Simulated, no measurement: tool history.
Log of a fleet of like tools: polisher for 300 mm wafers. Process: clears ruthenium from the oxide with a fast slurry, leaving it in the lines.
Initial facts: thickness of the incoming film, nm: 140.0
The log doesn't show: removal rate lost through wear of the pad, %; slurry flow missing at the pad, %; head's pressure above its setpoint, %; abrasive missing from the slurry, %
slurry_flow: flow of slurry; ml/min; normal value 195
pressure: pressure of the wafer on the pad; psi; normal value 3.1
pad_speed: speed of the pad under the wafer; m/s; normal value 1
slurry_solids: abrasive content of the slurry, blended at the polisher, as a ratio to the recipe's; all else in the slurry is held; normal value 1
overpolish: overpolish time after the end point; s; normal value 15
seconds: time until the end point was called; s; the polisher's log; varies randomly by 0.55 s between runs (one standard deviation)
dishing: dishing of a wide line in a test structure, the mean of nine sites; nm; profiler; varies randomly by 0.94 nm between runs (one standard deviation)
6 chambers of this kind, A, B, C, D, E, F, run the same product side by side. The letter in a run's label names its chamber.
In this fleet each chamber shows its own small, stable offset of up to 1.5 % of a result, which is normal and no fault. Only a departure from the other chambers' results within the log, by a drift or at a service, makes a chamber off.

run    day  slurry_flow  pressure  pad_speed  slurry_solids  overpolish  wafers polished on this pad  hours since the slurry nozzle was cleaned  hours since the head pressure was calibrated  hours since the slurry blender was calibrated  seconds  dishing
 1A  0.171          195       3.1          1              1          15                          791                                      337.2                                          32.9                                           82.1   32.299   54.564
 2C  0.267          195       3.1          1              1          15                         1207                                      210.7                                         101.1                                           69.5   30.444   52.616
     0.396  -- chamber D: slurry nozzle cleaned
 3B   0.45          195       3.1          1              1          15                          465                                      618.1                                         267.2                                           16.5   33.201   53.874
     0.512  -- chamber B: worn pad replaced by a new one
 4E    0.6          195       3.1          1              1          15                          949                                       74.7                                        1292.7                                          190.2   31.508   52.846
     0.629  -- chamber E: worn pad replaced by a new one
 5F  0.721          195       3.1          1              1          15                          369                                       56.4                                         152.2                                          212.5   30.905    53.83
     0.788  -- chamber E: slurry blender recalibrated
     0.812  -- chamber C: worn pad replaced by a new one
 6D  0.904          195       3.1          1              1          15                          656                                       12.2                                         333.3                                            263   31.456   55.925
 7D  1.079          195       3.1          1              1          15                          725                                       16.4                                         337.5                                          267.2   31.777   54.011
 8E  1.192          195       3.1          1              1          15                          220                                       88.9                                        1306.9                                            9.8   30.978   54.539
 9C  1.358          195       3.1          1              1          15                          213                                      236.9                                         127.3                                           95.7   30.928   52.036
10B  1.533          240       2.6          1              1          15                          398                                      644.1                                         293.2                                           42.5   37.276   44.537
     1.562  -- chamber A: worn pad replaced by a new one
     1.667  -- chamber D: worn pad replaced by a new one
11F  1.683          240       2.6          1              1          15                          745                                       79.5                                         175.3                                          235.6   37.761   47.622
12A  1.779          240       2.6          1              1          15                           86                                      375.8                                          71.5                                          120.7   36.535   46.371
13A  1.962          240       2.6          1              1          15                          157                                      380.2                                          75.9                                          125.1   35.652   47.104
     2.117  -- chamber B: worn pad replaced by a new one
14B  2.121          240       2.6          1              1          15                            2                                      658.2                                         307.3                                           56.6   36.672   48.575
15E  2.304          240       2.6          1              1          15                          655                                      115.6                                        1333.6                                           36.5   36.466   47.006
16D    2.4          195       3.1          1              1          15                          287                                       48.1                                         369.2                                          298.9   31.451   53.162
     2.512  -- chamber C: slurry nozzle cleaned
17C  2.604          195       3.1          1              1          15                          700                                        2.3                                         157.2                                          125.6   32.071   53.518
     2.625  -- chamber F: worn pad replaced by a new one
18F  2.746          195       3.1          1              1          15                           48                                        105                                         200.8                                          261.1   32.028   54.633
19C  2.933          195       4.1          1              1          12                          829                                       10.2                                         165.1                                          133.5   24.209   54.682
20E  3.108          195       4.1          1              1          12                          969                                      134.9                                        1352.9                                           55.8   24.241   57.819
     3.171  -- chamber E: worn pad replaced by a new one
21F  3.258          195       4.1          1              1          12                          248                                      117.3                                         213.1                                          273.4   23.754   55.841
22A  3.438          195       4.1          1              1          12                          734                                      415.6                                         111.3                                          160.5   23.305   58.212
     3.546  -- chamber B: worn pad replaced by a new one
23D  3.638          195       4.1          1              1          12                          771                                       77.8                                         398.9                                          328.6   23.449   57.773
24B  3.771          195       4.1          1              1          12                           87                                      697.8                                         346.9                                           96.2   23.029   56.562
25F  3.879          195       3.1          1              1          15                          491                                      132.2                                           228                                          288.3   32.077    53.91
     3.992  -- chamber C: worn pad replaced by a new one
26E  4.025          195       3.1          1              1          15                          334                                      156.9                                        1374.9                                           77.8    31.62   54.086
     4.054  -- chamber E: head pressure recalibrated
     4.133  -- chamber D: worn pad replaced by a new one
27A  4.192          195       3.1          1              1          15                         1028                                      433.7                                         129.4                                          178.6   31.138   53.794
28C  4.375          195       3.1          1              1          15                          150                                       44.8                                         199.7                                          168.1   31.692   52.512
29D  4.538          195       3.1          1              1          15                          158                                       99.4                                         420.5                                          350.2   30.315   55.052
30B  4.717          195       3.1          1              1          15                          457                                      720.5                                         369.6                                          118.9    31.46   53.864
31C  4.867          195         4       0.66              1          15                          342                                       56.6                                         211.5                                          179.9   36.759   46.796
     4.917  -- chamber A: worn pad replaced by a new one
32B  4.962          195         4       0.66              1          15                          553                                      726.4                                         375.5                                          124.8   37.305   45.516
33D  5.142          195         4       0.66              1          15                          394                                      113.9                                           435                                          364.7   37.682   46.584
34A  5.304          195         4       0.66              1          15                          152                                      460.4                                         156.1                                          205.3   36.665   45.936
35F  5.417          195         4       0.66              1          15                         1092                                      169.1                                         264.9                                          325.2   36.864   45.767
     5.454  -- chamber E: worn pad replaced by a new one
36E  5.608          195         4       0.66              1          15                           61                                      194.9                                          37.4                                          115.8   36.467   46.585
37D    5.8          195       3.1          1              1          15                          651                                      129.7                                         450.8                                          380.5   31.248   55.086
38F  5.962          195       3.1          1              1          15                         1305                                      182.2                                           278                                          338.3   31.707   54.186

Which is it: a chamber that has drifted or been left off by a service, a gauge drift common to all chambers, or only each chamber's usual small offset? If a chamber is off, name it and its likeliest cause.

Neither any chamber nor the gauge drifts; the chambers differ only by their own small, steady offsets.
